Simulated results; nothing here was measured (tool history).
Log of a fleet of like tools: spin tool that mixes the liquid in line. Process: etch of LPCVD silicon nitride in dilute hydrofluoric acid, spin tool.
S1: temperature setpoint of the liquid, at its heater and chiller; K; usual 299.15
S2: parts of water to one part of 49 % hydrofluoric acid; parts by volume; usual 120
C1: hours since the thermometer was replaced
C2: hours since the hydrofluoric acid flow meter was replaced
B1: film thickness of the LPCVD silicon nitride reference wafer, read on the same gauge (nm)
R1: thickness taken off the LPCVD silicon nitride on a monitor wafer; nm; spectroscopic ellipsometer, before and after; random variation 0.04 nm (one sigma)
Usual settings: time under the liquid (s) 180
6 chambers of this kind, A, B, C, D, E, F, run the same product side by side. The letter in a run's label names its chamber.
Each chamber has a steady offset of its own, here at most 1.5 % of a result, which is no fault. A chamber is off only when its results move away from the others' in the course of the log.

{"run": "1F", "hour": 4.5, "S1": 299.15, "S2": 120, "time under the liquid (s)": 180, "C1": 1113.6, "C2": 1269.5, "B1": 120.02, "R1": 0.67536}
{"run": "2E", "hour": 7.6, "S1": 299.15, "S2": 120, "time under the liquid (s)": 180, "C1": 89.3, "C2": 154.6, "B1": 120, "R1": 0.70261}
{"run": "3A", "hour": 11.8, "S1": 299.15, "S2": 120, "time under the liquid (s)": 180, "C1": 1013, "C2": 1934, "B1": 119.99, "R1": 0.65634}
{"run": "4D", "hour": 14.3, "S1": 299.15, "S2": 120, "time under the liquid (s)": 180, "C1": 1782.8, "C2": 1043.7, "B1": 119.98, "R1": 0.76773}
{"run": "5C", "hour": 19.1, "S1": 299.15, "S2": 120, "time under the liquid (s)": 180, "C1": 1629.4, "C2": 916.4, "B1": 119.98, "R1": 0.70222}
{"run": "6B", "hour": 21.5, "S1": 299.15, "S2": 120, "time under the liquid (s)": 180, "C1": 1045.9, "C2": 643.4, "B1": 120.02, "R1": 0.68846}
{"run": "7B", "hour": 24.6, "S1": 302.65, "S2": 120, "time under the liquid (s)": 110, "C1": 1049, "C2": 646.5, "B1": 120.01, "R1": 0.56137}
{"run": "8D", "hour": 27.7, "S1": 302.65, "S2": 120, "time under the liquid (s)": 110, "C1": 1796.2, "C2": 1057.1, "B1": 120, "R1": 0.6342}
{"run": "9C", "hour": 31.8, "S1": 302.65, "S2": 120, "time under the liquid (s)": 110, "C1": 1642.1, "C2": 929.1, "B1": 119.96, "R1": 0.52209}
{"run": "10A", "hour": 34.1, "S1": 302.65, "S2": 120, "time under the liquid (s)": 110, "C1": 1035.3, "C2": 1956.3, "B1": 119.99, "R1": 0.54106}
{"run": "11F", "hour": 38.5, "S1": 302.65, "S2": 120, "time under the liquid (s)": 110, "C1": 1147.6, "C2": 1303.5, "B1": 120.02, "R1": 0.54635}
{"run": "12E", "hour": 42.7, "S1": 302.65, "S2": 120, "time under the liquid (s)": 110, "C1": 124.4, "C2": 189.7, "B1": 120, "R1": 0.59478}
{"run": "13F", "hour": 45.8, "S1": 299.15, "S2": 120, "time under the liquid (s)": 180, "C1": 1154.9, "C2": 1310.8, "B1": 120.01, "R1": 0.77643}
{"run": "14B", "hour": 48.2, "S1": 299.15, "S2": 120, "time under the liquid (s)": 180, "C1": 1072.6, "C2": 670.1, "B1": 119.98, "R1": 0.78576}
{"run": "15C", "hour": 50.5, "S1": 299.15, "S2": 120, "time under the liquid (s)": 180, "C1": 1660.8, "C2": 947.8, "B1": 120.01, "R1": 0.77239}
{"run": "16D", "hour": 53.4, "S1": 296.65, "S2": 120, "time under the liquid (s)": 230, "C1": 1821.9, "C2": 1082.8, "B1": 119.99, "R1": 0.77189}
{"run": "17E", "hour": 58.2, "S1": 296.65, "S2": 120, "time under the liquid (s)": 230, "C1": 139.9, "C2": 205.2, "B1": 120.02, "R1": 0.88134}
{"run": "18A", "hour": 60.9, "S1": 296.65, "S2": 120, "time under the liquid (s)": 230, "C1": 1062.1, "C2": 1983.1, "B1": 119.97, "R1": 0.80952}
{"run": "19F", "hour": 65.0, "S1": 296.65, "S2": 120, "time under the liquid (s)": 230, "C1": 1174.1, "C2": 1330, "B1": 119.95, "R1": 0.87494}
{"run": "20B", "hour": 69.5, "S1": 296.65, "S2": 120, "time under the liquid (s)": 230, "C1": 1093.9, "C2": 691.4, "B1": 120.04, "R1": 0.74508}
{"run": "21E", "hour": 72.1, "S1": 296.65, "S2": 120, "time under the liquid (s)": 230, "C1": 153.8, "C2": 219.1, "B1": 119.98, "R1": 0.88922}
{"run": "22A", "hour": 74.5, "S1": 299.15, "S2": 120, "time under the liquid (s)": 180, "C1": 1075.7, "C2": 1996.7, "B1": 119.95, "R1": 0.74805}
{"run": "23D", "hour": 78.4, "S1": 295.65, "S2": 120, "time under the liquid (s)": 180, "C1": 1846.9, "C2": 1107.8, "B1": 119.98, "R1": 0.64043}
{"run": "24C", "hour": 81.2, "S1": 295.65, "S2": 120, "time under the liquid (s)": 180, "C1": 1691.5, "C2": 978.5, "B1": 119.99, "R1": 0.60692}
{"run": "25A", "hour": 84.6, "S1": 295.65, "S2": 120, "time under the liquid (s)": 180, "C1": 1085.8, "C2": 2006.8, "B1": 119.98, "R1": 0.5881}
{"run": "26E", "hour": 87.6, "S1": 295.65, "S2": 120, "time under the liquid (s)": 180, "C1": 169.3, "C2": 234.6, "B1": 119.98, "R1": 0.61282}
{"run": "27D", "hour": 90.1, "S1": 295.65, "S2": 120, "time under the liquid (s)": 180, "C1": 1858.6, "C2": 1119.5, "B1": 120.07, "R1": 0.62227}
{"run": "28B", "hour": 92.7, "S1": 295.65, "S2": 120, "time under the liquid (s)": 180, "C1": 1117.1, "C2": 714.6, "B1": 119.99, "R1": 0.59628}
{"run": "29F", "hour": 95.6, "S1": 299.15, "S2": 85, "time under the liquid (s)": 140, "C1": 1204.7, "C2": 1360.6, "B1": 120.01, "R1": 0.80719}
{"run": "30C", "hour": 99.1, "S1": 299.15, "S2": 85, "time under the liquid (s)": 140, "C1": 1709.4, "C2": 996.4, "B1": 119.97, "R1": 0.82534}
{"run": "31A", "hour": 103.3, "S1": 299.15, "S2": 85, "time under the liquid (s)": 140, "C1": 1104.5, "C2": 2025.5, "B1": 119.98, "R1": 0.80657}
{"run": "32E", "hour": 108.1, "S1": 299.15, "S2": 85, "time under the liquid (s)": 140, "C1": 189.8, "C2": 255.1, "B1": 119.98, "R1": 0.81388}
{"run": "33C", "hour": 111.3, "S1": 299.15, "S2": 85, "time under the liquid (s)": 140, "C1": 1721.6, "C2": 1008.6, "B1": 119.96, "R1": 0.76998}
{"run": "34D", "hour": 114.8, "S1": 299.15, "S2": 85, "time under the liquid (s)": 140, "C1": 1883.3, "C2": 1144.2, "B1": 119.99, "R1": 0.86059}
{"run": "35F", "hour": 118.2, "S1": 299.15, "S2": 120, "time under the liquid (s)": 180, "C1": 1227.3, "C2": 1383.2, "B1": 120.03, "R1": 0.74507}
{"run": "36B", "hour": 120.5, "S1": 299.15, "S2": 120, "time under the liquid (s)": 180, "C1": 1144.9, "C2": 742.4, "B1": 120.06, "R1": 0.73132}
{"run": "37F", "hour": 123.4, "S1": 299.15, "S2": 120, "time under the liquid (s)": 180, "C1": 1232.5, "C2": 1388.4, "B1": 119.98, "R1": 0.70256}
{"run": "38E", "hour": 127.7, "S1": 299.15, "S2": 120, "time under the liquid (s)": 180, "C1": 209.4, "C2": 274.7, "B1": 120.01, "R1": 0.72852}
{"run": "39C", "hour": 131.1, "S1": 299.15, "S2": 120, "time under the liquid (s)": 180, "C1": 1741.4, "C2": 1028.4, "B1": 119.99, "R1": 0.76336}
{"run": "40B", "hour": 133.9, "S1": 299.15, "S2": 120, "time under the liquid (s)": 180, "C1": 1158.3, "C2": 755.8, "B1": 120, "R1": 0.73479}
{"run": "41D", "hour": 138.6, "S1": 299.15, "S2": 120, "time under the liquid (s)": 180, "C1": 1907.1, "C2": 1168, "B1": 120.02, "R1": 0.73849}
{"run": "42A", "hour": 141.8, "S1": 299.15, "S2": 120, "time under the liquid (s)": 180, "C1": 1143, "C2": 2064, "B1": 120, "R1": 0.69632}
{"run": "43A", "hour": 146.5, "S1": 299.15, "S2": 120, "time under the liquid (s)": 180, "C1": 1147.7, "C2": 2068.7, "B1": 120.06, "R1": 0.77976}

Is one chamber off against the others, does the gauge drift, or is nothing wrong? If a chamber is off, say which, and what the likeliest cause is.

No chamber stands off beyond its own small offset, and the gauge holds steady.
